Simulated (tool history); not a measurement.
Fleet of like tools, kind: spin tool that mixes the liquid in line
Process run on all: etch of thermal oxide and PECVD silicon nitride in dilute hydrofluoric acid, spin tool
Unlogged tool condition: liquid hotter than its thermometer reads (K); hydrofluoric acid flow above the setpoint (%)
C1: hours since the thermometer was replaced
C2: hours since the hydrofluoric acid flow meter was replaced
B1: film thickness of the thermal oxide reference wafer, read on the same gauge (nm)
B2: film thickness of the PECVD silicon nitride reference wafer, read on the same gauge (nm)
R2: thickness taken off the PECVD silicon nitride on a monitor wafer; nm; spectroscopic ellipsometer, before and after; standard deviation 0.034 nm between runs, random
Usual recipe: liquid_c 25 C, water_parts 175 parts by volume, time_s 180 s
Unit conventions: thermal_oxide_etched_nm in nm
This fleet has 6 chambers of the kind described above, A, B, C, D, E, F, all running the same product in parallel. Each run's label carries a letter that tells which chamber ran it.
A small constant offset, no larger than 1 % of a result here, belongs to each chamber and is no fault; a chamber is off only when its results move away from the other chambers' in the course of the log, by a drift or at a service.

{"run": "1C", "hour": 4.5, "liquid_c": 25, "water_parts": 175, "time_s": 180, "C1": 1133.5, "C2": 430.2, "B1": 130.02, "B2": 50.011, "thermal_oxide_etched_nm": 4.8548, "R2": 3.7452}
{"run": "2A", "hour": 8.2, "liquid_c": 25, "water_parts": 175, "time_s": 180, "C1": 170.1, "C2": 644.6, "B1": 130.01, "B2": 50.023, "thermal_oxide_etched_nm": 4.8967, "R2": 3.7559}
{"run": "3F", "hour": 13.7, "liquid_c": 25, "water_parts": 175, "time_s": 180, "C1": 249.6, "C2": 1596, "B1": 130.01, "B2": 49.991, "thermal_oxide_etched_nm": 4.9144, "R2": 3.7425}
{"run": "4E", "hour": 17.7, "liquid_c": 25, "water_parts": 175, "time_s": 180, "C1": 1062.7, "C2": 491, "B1": 130.02, "B2": 49.979, "thermal_oxide_etched_nm": 4.8921, "R2": 3.6826}
{"run": "5D", "hour": 21.3, "liquid_c": 25, "water_parts": 175, "time_s": 180, "C1": 89.8, "C2": 542.2, "B1": 129.99, "B2": 49.979, "thermal_oxide_etched_nm": 4.8347, "R2": 3.7706}
{"run": "6B", "hour": 25.6, "liquid_c": 25, "water_parts": 175, "time_s": 180, "C1": 1195.1, "C2": 721.7, "B1": 129.99, "B2": 49.969, "thermal_oxide_etched_nm": 5.0261, "R2": 3.836}
{"run": "7D", "hour": 29.7, "liquid_c": 25, "water_parts": 175, "time_s": 180, "C1": 98.2, "C2": 550.6, "B1": 129.98, "B2": 50.003, "thermal_oxide_etched_nm": 4.8821, "R2": 3.7443}
{"run": "8A", "hour": 33.5, "liquid_c": 25, "water_parts": 175, "time_s": 180, "C1": 195.4, "C2": 669.9, "B1": 130, "B2": 50.01, "thermal_oxide_etched_nm": 4.9334, "R2": 3.7564}
{"run": "9F", "hour": 39.0, "liquid_c": 25, "water_parts": 175, "time_s": 180, "C1": 274.9, "C2": 1621.3, "B1": 130, "B2": 50.03, "thermal_oxide_etched_nm": 4.9582, "R2": 3.7379}
{"run": "10C", "hour": 44.1, "liquid_c": 25, "water_parts": 175, "time_s": 180, "C1": 1173.1, "C2": 469.8, "B1": 130, "B2": 50.015, "thermal_oxide_etched_nm": 4.9786, "R2": 3.7779}
{"run": "11B", "hour": 48.8, "liquid_c": 25, "water_parts": 175, "time_s": 180, "C1": 1218.3, "C2": 744.9, "B1": 129.99, "B2": 49.983, "thermal_oxide_etched_nm": 5.0194, "R2": 3.8012}
{"run": "12E", "hour": 53.3, "liquid_c": 25, "water_parts": 175, "time_s": 180, "C1": 1098.3, "C2": 526.6, "B1": 130, "B2": 50.009, "thermal_oxide_etched_nm": 4.9356, "R2": 3.7616}
{"run": "13E", "hour": 58.4, "liquid_c": 25, "water_parts": 175, "time_s": 180, "C1": 1103.4, "C2": 531.7, "B1": 130, "B2": 50.012, "thermal_oxide_etched_nm": 4.9265, "R2": 3.6649}
{"run": "14B", "hour": 61.1, "liquid_c": 25, "water_parts": 175, "time_s": 180, "C1": 1230.6, "C2": 757.2, "B1": 129.99, "B2": 49.993, "thermal_oxide_etched_nm": 4.9419, "R2": 3.7539}
{"run": "15F", "hour": 64.9, "liquid_c": 25, "water_parts": 175, "time_s": 180, "C1": 300.8, "C2": 1647.2, "B1": 130.01, "B2": 50.002, "thermal_oxide_etched_nm": 4.9286, "R2": 3.8042}
{"run": "16D", "hour": 70.1, "liquid_c": 25, "water_parts": 175, "time_s": 180, "C1": 138.6, "C2": 591, "B1": 130.01, "B2": 49.997, "thermal_oxide_etched_nm": 4.9476, "R2": 3.7244}
{"run": "17A", "hour": 73.2, "liquid_c": 27.5, "water_parts": 175, "time_s": 180, "C1": 235.1, "C2": 709.6, "B1": 130, "B2": 50.009, "thermal_oxide_etched_nm": 5.4663, "R2": 4.4254}
{"run": "18C", "hour": 78.0, "liquid_c": 27.5, "water_parts": 175, "time_s": 180, "C1": 1207, "C2": 503.7, "B1": 129.97, "B2": 50.006, "thermal_oxide_etched_nm": 5.3512, "R2": 4.3976}
{"run": "19A", "hour": 80.6, "liquid_c": 27.5, "water_parts": 175, "time_s": 180, "C1": 242.5, "C2": 717, "B1": 130, "B2": 50.001, "thermal_oxide_etched_nm": 5.382, "R2": 4.3777}
{"run": "20D", "hour": 85.3, "liquid_c": 27.5, "water_parts": 175, "time_s": 180, "C1": 153.8, "C2": 606.2, "B1": 130.01, "B2": 49.991, "thermal_oxide_etched_nm": 5.3968, "R2": 4.429}
{"run": "21B", "hour": 90.2, "liquid_c": 27.5, "water_parts": 175, "time_s": 180, "C1": 1259.7, "C2": 786.3, "B1": 129.98, "B2": 50.024, "thermal_oxide_etched_nm": 5.3954, "R2": 4.44}
{"run": "22F", "hour": 93.8, "liquid_c": 27.5, "water_parts": 175, "time_s": 180, "C1": 329.7, "C2": 1676.1, "B1": 130, "B2": 49.978, "thermal_oxide_etched_nm": 5.4202, "R2": 4.4249}
{"run": "23E", "hour": 98.4, "liquid_c": 25, "water_parts": 175, "time_s": 180, "C1": 1143.4, "C2": 571.7, "B1": 130, "B2": 50.004, "thermal_oxide_etched_nm": 4.8784, "R2": 3.8031}
{"run": "24C", "hour": 101.0, "liquid_c": 25, "water_parts": 175, "time_s": 180, "C1": 1230, "C2": 526.7, "B1": 129.99, "B2": 50.01, "thermal_oxide_etched_nm": 4.9334, "R2": 3.7749}
{"run": "25B", "hour": 104.8, "liquid_c": 21.5, "water_parts": 175, "time_s": 100, "C1": 1274.3, "C2": 800.9, "B1": 130.02, "B2": 49.997, "thermal_oxide_etched_nm": 2.4127, "R2": 1.669}
{"run": "26E", "hour": 109.1, "liquid_c": 21.5, "water_parts": 175, "time_s": 100, "C1": 1154.1, "C2": 582.4, "B1": 130.01, "B2": 50.006, "thermal_oxide_etched_nm": 2.3761, "R2": 1.684}
{"run": "27C", "hour": 114.4, "liquid_c": 21.5, "water_parts": 175, "time_s": 100, "C1": 1243.4, "C2": 540.1, "B1": 129.99, "B2": 49.999, "thermal_oxide_etched_nm": 2.4202, "R2": 1.6886}
{"run": "28A", "hour": 117.8, "liquid_c": 21.5, "water_parts": 175, "time_s": 100, "C1": 279.7, "C2": 754.2, "B1": 130, "B2": 49.977, "thermal_oxide_etched_nm": 2.3954, "R2": 1.6473}
{"run": "29D", "hour": 121.1, "liquid_c": 21.5, "water_parts": 175, "time_s": 100, "C1": 189.6, "C2": 642, "B1": 130, "B2": 50.007, "thermal_oxide_etched_nm": 2.3691, "R2": 1.6713}
{"run": "30F", "hour": 125.8, "liquid_c": 21.5, "water_parts": 175, "time_s": 100, "C1": 361.7, "C2": 1708.1, "B1": 130.02, "B2": 50, "thermal_oxide_etched_nm": 2.373, "R2": 1.6524}
{"run": "31F", "hour": 130.1, "liquid_c": 25, "water_parts": 175, "time_s": 180, "C1": 366, "C2": 1712.4, "B1": 129.99, "B2": 50.004, "thermal_oxide_etched_nm": 4.9468, "R2": 3.7161}
{"run": "32A", "hour": 135.0, "liquid_c": 25, "water_parts": 175, "time_s": 180, "C1": 296.9, "C2": 771.4, "B1": 130.01, "B2": 49.986, "thermal_oxide_etched_nm": 4.9116, "R2": 3.7407}
{"run": "33D", "hour": 139.1, "liquid_c": 25, "water_parts": 175, "time_s": 180, "C1": 207.6, "C2": 660, "B1": 130, "B2": 49.999, "thermal_oxide_etched_nm": 4.9707, "R2": 3.7802}
{"run": "34E", "hour": 141.6, "liquid_c": 25, "water_parts": 175, "time_s": 180, "C1": 1186.6, "C2": 614.9, "B1": 130.02, "B2": 49.969, "thermal_oxide_etched_nm": 4.9159, "R2": 3.6613}
{"run": "35B", "hour": 144.3, "liquid_c": 21, "water_parts": 175, "time_s": 180, "C1": 1313.8, "C2": 840.4, "B1": 130, "B2": 49.989, "thermal_oxide_etched_nm": 4.3088, "R2": 2.9535}
{"run": "36C", "hour": 149.2, "liquid_c": 21, "water_parts": 175, "time_s": 180, "C1": 1278.2, "C2": 574.9, "B1": 130, "B2": 49.985, "thermal_oxide_etched_nm": 4.2426, "R2": 2.9173}
{"run": "37E", "hour": 151.7, "liquid_c": 21, "water_parts": 175, "time_s": 180, "C1": 1196.7, "C2": 625, "B1": 130, "B2": 49.997, "thermal_oxide_etched_nm": 4.2068, "R2": 2.8669}
{"run": "38F", "hour": 156.2, "liquid_c": 21, "water_parts": 175, "time_s": 180, "C1": 392.1, "C2": 1738.5, "B1": 129.99, "B2": 49.999, "thermal_oxide_etched_nm": 4.2417, "R2": 2.9329}
{"run": "39C", "hour": 159.9, "liquid_c": 21, "water_parts": 175, "time_s": 180, "C1": 1288.9, "C2": 585.6, "B1": 130.02, "B2": 50.011, "thermal_oxide_etched_nm": 4.2002, "R2": 2.9465}
{"run": "40B", "hour": 164.8, "liquid_c": 21, "water_parts": 175, "time_s": 180, "C1": 1334.3, "C2": 860.9, "B1": 130, "B2": 50.002, "thermal_oxide_etched_nm": 4.2673, "R2": 2.9111}
{"run": "41A", "hour": 168.9, "liquid_c": 25, "water_parts": 175, "time_s": 180, "C1": 330.8, "C2": 805.3, "B1": 130, "B2": 49.993, "thermal_oxide_etched_nm": 4.922, "R2": 3.8142}
{"run": "42D", "hour": 173.4, "liquid_c": 25, "water_parts": 175, "time_s": 180, "C1": 241.9, "C2": 694.3, "B1": 130.01, "B2": 49.995, "thermal_oxide_etched_nm": 4.9468, "R2": 3.7998}

For the next run the whole fleet of 6 chambers uses the same settings. Give each chamber's results:
{"run": "43A", "hour": 177.4, "liquid_c": 27.5, "water_parts": 175, "time_s": 180, "thermal_oxide_etched_nm": "?", "R2": "?"}
{"run": "43B", "hour": 177.4, "liquid_c": 27.5, "water_parts": 175, "time_s": 180, "thermal_oxide_etched_nm": "?", "R2": "?"}
{"run": "43C", "hour": 177.4, "liquid_c": 27.5, "water_parts": 175, "time_s": 180, "thermal_oxide_etched_nm": "?", "R2": "?"}
{"run": "43D", "hour": 177.4, "liquid_c": 27.5, "water_parts": 175, "time_s": 180, "thermal_oxide_etched_nm": "?", "R2": "?"}
{"run": "43E", "hour": 177.4, "liquid_c": 27.5, "water_parts": 175, "time_s": 180, "thermal_oxide_etched_nm": "?", "R2": "?"}
{"run": "43F", "hour": 177.4, "liquid_c": 27.5, "water_parts": 175, "time_s": 180, "thermal_oxide_etched_nm": "?", "R2": "?"}

run=43A thermal_oxide_etched_nm=5.4804 R2=4.4909
run=43B thermal_oxide_etched_nm=5.401 R2=4.4089
run=43C thermal_oxide_etched_nm=5.4765 R2=4.3669
run=43D thermal_oxide_etched_nm=5.3903 R2=4.3744
run=43E thermal_oxide_etched_nm=5.4686 R2=4.3452
run=43F thermal_oxide_etched_nm=5.5047 R2=4.4116
